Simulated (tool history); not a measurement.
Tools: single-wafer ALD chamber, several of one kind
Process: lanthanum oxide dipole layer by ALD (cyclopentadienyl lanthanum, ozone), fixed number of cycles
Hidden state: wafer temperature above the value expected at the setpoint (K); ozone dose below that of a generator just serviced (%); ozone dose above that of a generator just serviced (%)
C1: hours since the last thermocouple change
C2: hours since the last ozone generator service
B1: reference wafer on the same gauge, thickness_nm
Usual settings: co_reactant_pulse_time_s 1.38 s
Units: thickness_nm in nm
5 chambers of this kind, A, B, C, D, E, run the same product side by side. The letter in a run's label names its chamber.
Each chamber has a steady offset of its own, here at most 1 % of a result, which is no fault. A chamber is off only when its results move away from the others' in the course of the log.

Run 1C, day 0.388: usual settings; C1 948.3; C2 533.5; B1 0.57837. Result: thickness_nm 0.54110 nm.
Run 2B, day 0.862: usual settings; C1 147.3; C2 552.2; B1 0.57802. Result: thickness_nm 0.54137 nm.
Run 3D, day 1.283: usual settings; C1 892.0; C2 315.8; B1 0.57828. Result: thickness_nm 0.54345 nm.
Run 4E, day 1.796: usual settings; C1 72.7; C2 492.6; B1 0.57834. Result: thickness_nm 0.53900 nm.
Run 5A, day 2.296: usual settings but co_reactant_pulse_time_s 1.76 s; C1 343.6; C2 1537.1; B1 0.57827. Result: thickness_nm 0.56804 nm.
Run 6A, day 2.783: usual settings but co_reactant_pulse_time_s 1.76 s; C1 355.3; C2 1548.8; B1 0.57853. Result: thickness_nm 0.56687 nm.
Run 7B, day 3.092: usual settings but co_reactant_pulse_time_s 1.76 s; C1 200.8; C2 605.7; B1 0.57858. Result: thickness_nm 0.55986 nm.
Run 8D, day 3.417: usual settings but co_reactant_pulse_time_s 1.76 s; C1 943.2; C2 367.0; B1 0.57888. Result: thickness_nm 0.56352 nm.
Run 9E, day 3.725: usual settings but co_reactant_pulse_time_s 1.76 s; C1 119.0; C2 538.9; B1 0.57877. Result: thickness_nm 0.55954 nm.
Run 10C, day 4.204: usual settings; C1 1039.9; C2 625.1; B1 0.57876. Result: thickness_nm 0.54333 nm.
Run 11B, day 4.804: usual settings; C1 241.9; C2 646.8; B1 0.57890. Result: thickness_nm 0.54172 nm.
Run 12E, day 5.446: usual settings; C1 160.3; C2 580.2; B1 0.57905. Result: thickness_nm 0.54006 nm.
Run 13A, day 5.779: usual settings; C1 427.2; C2 1620.7; B1 0.57932. Result: thickness_nm 0.54629 nm.
Run 14C, day 6.221: usual settings; C1 1088.3; C2 673.5; B1 0.57925. Result: thickness_nm 0.54248 nm.
At day 6.617: chamber A: ozone generator serviced.
Run 15D, day 6.629: usual settings; C1 1020.3; C2 444.1; B1 0.57909. Result: thickness_nm 0.54395 nm.
Run 16C, day 7.162: usual settings; C1 1110.9; C2 696.1; B1 0.57964. Result: thickness_nm 0.54342 nm.
Run 17D, day 7.604: usual settings but co_reactant_pulse_time_s 1.16 s; C1 1043.7; C2 467.5; B1 0.57941. Result: thickness_nm 0.52468 nm.
Run 18E, day 8.183: usual settings but co_reactant_pulse_time_s 1.16 s; C1 226.0; C2 645.9; B1 0.57978. Result: thickness_nm 0.52126 nm.
Run 19B, day 8.742: usual settings but co_reactant_pulse_time_s 1.16 s; C1 336.4; C2 741.3; B1 0.57965. Result: thickness_nm 0.52207 nm.
Run 20A, day 9.283: usual settings but co_reactant_pulse_time_s 1.16 s; C1 511.3; C2 64.1; B1 0.57989. Result: thickness_nm 0.52825 nm.
Run 21A, day 9.888: usual settings but co_reactant_pulse_time_s 1.16 s; C1 525.8; C2 78.6; B1 0.57995. Result: thickness_nm 0.52706 nm.
Run 22B, day 10.433: usual settings; C1 377.0; C2 781.9; B1 0.58000. Result: thickness_nm 0.54132 nm.
Run 23E, day 11.075: usual settings; C1 295.4; C2 715.3; B1 0.58047. Result: thickness_nm 0.54277 nm.
Run 24D, day 11.621: usual settings; C1 1140.1; C2 563.9; B1 0.58028. Result: thickness_nm 0.54553 nm.
Run 25C, day 12.012: usual settings; C1 1227.3; C2 812.5; B1 0.58070. Result: thickness_nm 0.54359 nm.
Run 26A, day 12.388: usual settings; C1 585.8; C2 138.6; B1 0.58031. Result: thickness_nm 0.54970 nm.
Run 27B, day 12.983: usual settings; C1 438.2; C2 843.1; B1 0.58077. Result: thickness_nm 0.54265 nm.
Run 28C, day 13.388: usual settings; C1 1260.3; C2 845.5; B1 0.58077. Result: thickness_nm 0.54499 nm.
Run 29D, day 13.783: usual settings; C1 1192.0; C2 615.8; B1 0.58058. Result: thickness_nm 0.54623 nm.
Run 30E, day 14.371: usual settings; C1 374.5; C2 794.4; B1 0.58075. Result: thickness_nm 0.54100 nm.
Run 31B, day 14.829: usual settings; C1 482.5; C2 887.4; B1 0.58089. Result: thickness_nm 0.54310 nm.
Run 32E, day 15.379: usual settings; C1 398.7; C2 818.6; B1 0.58111. Result: thickness_nm 0.54224 nm.
Run 33C, day 15.954: usual settings but co_reactant_pulse_time_s 1.87 s; C1 1321.9; C2 907.1; B1 0.58127. Result: thickness_nm 0.56834 nm.
Run 34D, day 16.529: usual settings but co_reactant_pulse_time_s 1.87 s; C1 1257.9; C2 681.7; B1 0.58145. Result: thickness_nm 0.56915 nm.

Next, every chamber runs the same settings. What will each give?
Run 35A, day 17.004: usual settings but co_reactant_pulse_time_s 0.93 s. Result: thickness_nm ?.
Run 35B, day 17.004: usual settings but co_reactant_pulse_time_s 0.93 s. Result: thickness_nm ?.
Run 35C, day 17.004: usual settings but co_reactant_pulse_time_s 0.93 s. Result: thickness_nm ?.
Run 35D, day 17.004: usual settings but co_reactant_pulse_time_s 0.93 s. Result: thickness_nm ?.
Run 35E, day 17.004: usual settings but co_reactant_pulse_time_s 0.93 s. Result: thickness_nm ?.

run  thickness_nm
35A       0.49468
35B       0.49043
35C       0.48693
35D       0.49196
35E       0.48994
